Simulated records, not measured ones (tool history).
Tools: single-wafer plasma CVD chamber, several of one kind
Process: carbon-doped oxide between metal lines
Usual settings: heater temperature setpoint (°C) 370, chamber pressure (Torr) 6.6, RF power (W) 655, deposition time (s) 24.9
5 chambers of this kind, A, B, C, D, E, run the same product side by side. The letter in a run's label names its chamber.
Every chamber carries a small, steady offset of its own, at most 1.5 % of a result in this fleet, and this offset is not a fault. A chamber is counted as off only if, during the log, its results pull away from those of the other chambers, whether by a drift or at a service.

run	hour	heater temperature setpoint (°C)	chamber pressure (Torr)	RF power (W)	deposition time (s)	hours since the last thermocouple change	hours since the last RF generator calibration	hours since the last manometer calibration	read-back reference wafer on the same gauge, thickness_nm	mean film thickness on the monitor wafer (nm)
1D	7.6	370	6.6	655	24.9	1411.2	144	2417.3	133	148.99
# hour 12.7: chamber A: thermocouple changed; heater temperature recalibrated
2E	20.3	370	6.6	655	24.9	1859	137.7	459.7	132.98	146.72
3A	27.4	370	6.6	655	24.9	14.8	1165.7	1242.4	133.01	148.8
4B	35.9	370	6.6	655	24.9	721.8	2070.9	944	132.95	147.71
5C	46.6	370	6.6	655	24.9	262.2	1008.6	223.4	133.1	148.62
6A	57.1	370	6.6	655	24.9	44.5	1195.4	1272.1	133	149.41
7E	66.1	361	6.6	655	24.9	1904.8	183.5	505.5	133.04	150.38
8C	75.1	361	6.6	655	24.9	290.7	1037.1	251.9	132.92	151.88
9B	86.3	361	6.6	655	24.9	772.2	2121.3	994.4	132.97	150.82
10D	94.1	361	6.6	655	24.9	1497.7	230.5	2503.8	133.02	152.67
11B	106.7	361	6.6	655	24.9	792.6	2141.7	1014.8	132.99	150.37
12A	113.1	370	6.6	700	22.9	100.5	1251.4	1328.1	132.94	142.21
13E	126	370	6.6	700	22.9	1964.7	243.4	565.4	133.04	141.42
# hour 137.5: chamber A: capacitance manometer re-zeroed and calibrated
14D	139.2	370	6.6	700	22.9	1542.8	275.6	2548.9	133.12	142.78
15C	152.8	370	6.6	700	22.9	368.4	1114.8	329.6	132.96	141.81
16A	164.6	370	6.6	700	22.9	152	1302.9	27.1	132.95	143.02
# hour 168.7: chamber E: thermocouple changed; heater temperature recalibrated
17D	174	370	5.64	590	24.9	1577.6	310.4	2583.7	133.13	137.89
18C	184.1	370	5.64	590	24.9	399.7	1146.1	360.9	132.95	136.16
19B	192.1	370	5.64	590	24.9	878	2227.1	1100.2	132.98	136.3
20E	201.4	370	5.64	590	24.9	32.7	318.8	640.8	133	135.7
21B	210.9	370	5.64	590	24.9	896.8	2245.9	1119	132.93	136.04
22E	223.5	370	6.6	655	24.9	54.8	340.9	662.9	133.04	147.59
# hour 226.3: chamber B: capacitance manometer re-zeroed and calibrated
23D	231.1	370	6.6	655	24.9	1634.7	367.5	2640.8	133.02	149.11
24A	238.5	370	6.6	655	24.9	225.9	1376.8	101	132.91	148.85
25C	250	370	6.6	655	24.9	465.6	1212	426.8	132.92	146.73
26B	259.1	370	6.6	655	24.9	945	2294.1	32.9	132.99	147.75
27C	266	370	6.6	655	24.9	481.6	1228	442.8	132.99	146.69
28D	273.2	370	6.6	655	24.9	1676.8	409.6	2682.9	133.08	149.84
# hour 274.2: chamber B: RF generator calibrated
29A	287.5	370	6.6	655	24.9	274.9	1425.8	150	132.88	149.27
30E	299.3	370	6.6	655	24.9	130.6	416.7	738.7	133.04	146.97
31D	306	370	6.6	655	24.9	1709.6	442.4	2715.7	133.05	148.99
# hour 312: chamber D: capacitance manometer re-zeroed and calibrated
32E	315.1	370	6.6	655	24.9	146.4	432.5	754.5	133.02	147.34
33C	327.1	370	6.6	655	24.9	542.7	1289.1	503.9	133.09	146.26
34A	334.6	370	6.6	655	24.9	322	1472.9	197.1	132.96	149.84
# hour 336.6: chamber A: RF generator calibrated
35B	342.6	370	6.6	655	24.9	1028.5	68.5	116.4	133.01	148.46
36A	352.7	370	6.6	655	24.9	340.1	16.1	215.2	133.08	148.83
37B	359.1	370	6.6	655	24.9	1045	85	132.9	132.94	147.92
# hour 362.6: chamber D: thermocouple changed; heater temperature recalibrated
38D	370.3	370	6.6	655	24.9	7.7	506.7	58.4	132.93	148.99
39E	379.9	376	6.6	775	24.9	211.2	497.3	819.3	132.98	160.42
40C	387.9	376	6.6	775	24.9	603.5	1349.9	564.7	133.05	158.46
41E	394.3	376	6.6	775	24.9	225.6	511.7	833.7	132.98	160.18
42C	408.1	376	6.6	775	24.9	623.7	1370.1	584.9	133.04	159.11

Is one chamber off against the others, does the gauge drift, or is nothing wrong? If a chamber is off, say which, and what the likeliest cause is.

It is chamber C that slowly wanders off from its peers.
Most likely cause: delivered RF power below the setpoint (%) = 3.73.

Which of the 4 candidates below, each the usual settings with something changed and its results left as question marks, puts chamber C back in line with what the other chambers give on the usual settings?
To be in line, a result may differ from the other chambers' mean on the usual settings by at most: mean film thickness on the monitor wafer (nm) 1.3
43C-1	418.5	371	6.56	635	24.9					?
43C-2	418.5	370	6.68	695	24.9					?
43C-3	418.5	369	6.64	675	24.9					?
43C-4	418.5	370	6.58	645	24.2					?

The mean the other chambers reach with the usual settings: mean film thickness on the monitor wafer (nm) 148.44
run	mean film thickness on the monitor wafer (nm)
43C-1	142.07
43C-2	150.67
43C-3	148.34
43C-4	139.83
Change 43C-3 lands the chamber within the allowed miss of the other chambers.

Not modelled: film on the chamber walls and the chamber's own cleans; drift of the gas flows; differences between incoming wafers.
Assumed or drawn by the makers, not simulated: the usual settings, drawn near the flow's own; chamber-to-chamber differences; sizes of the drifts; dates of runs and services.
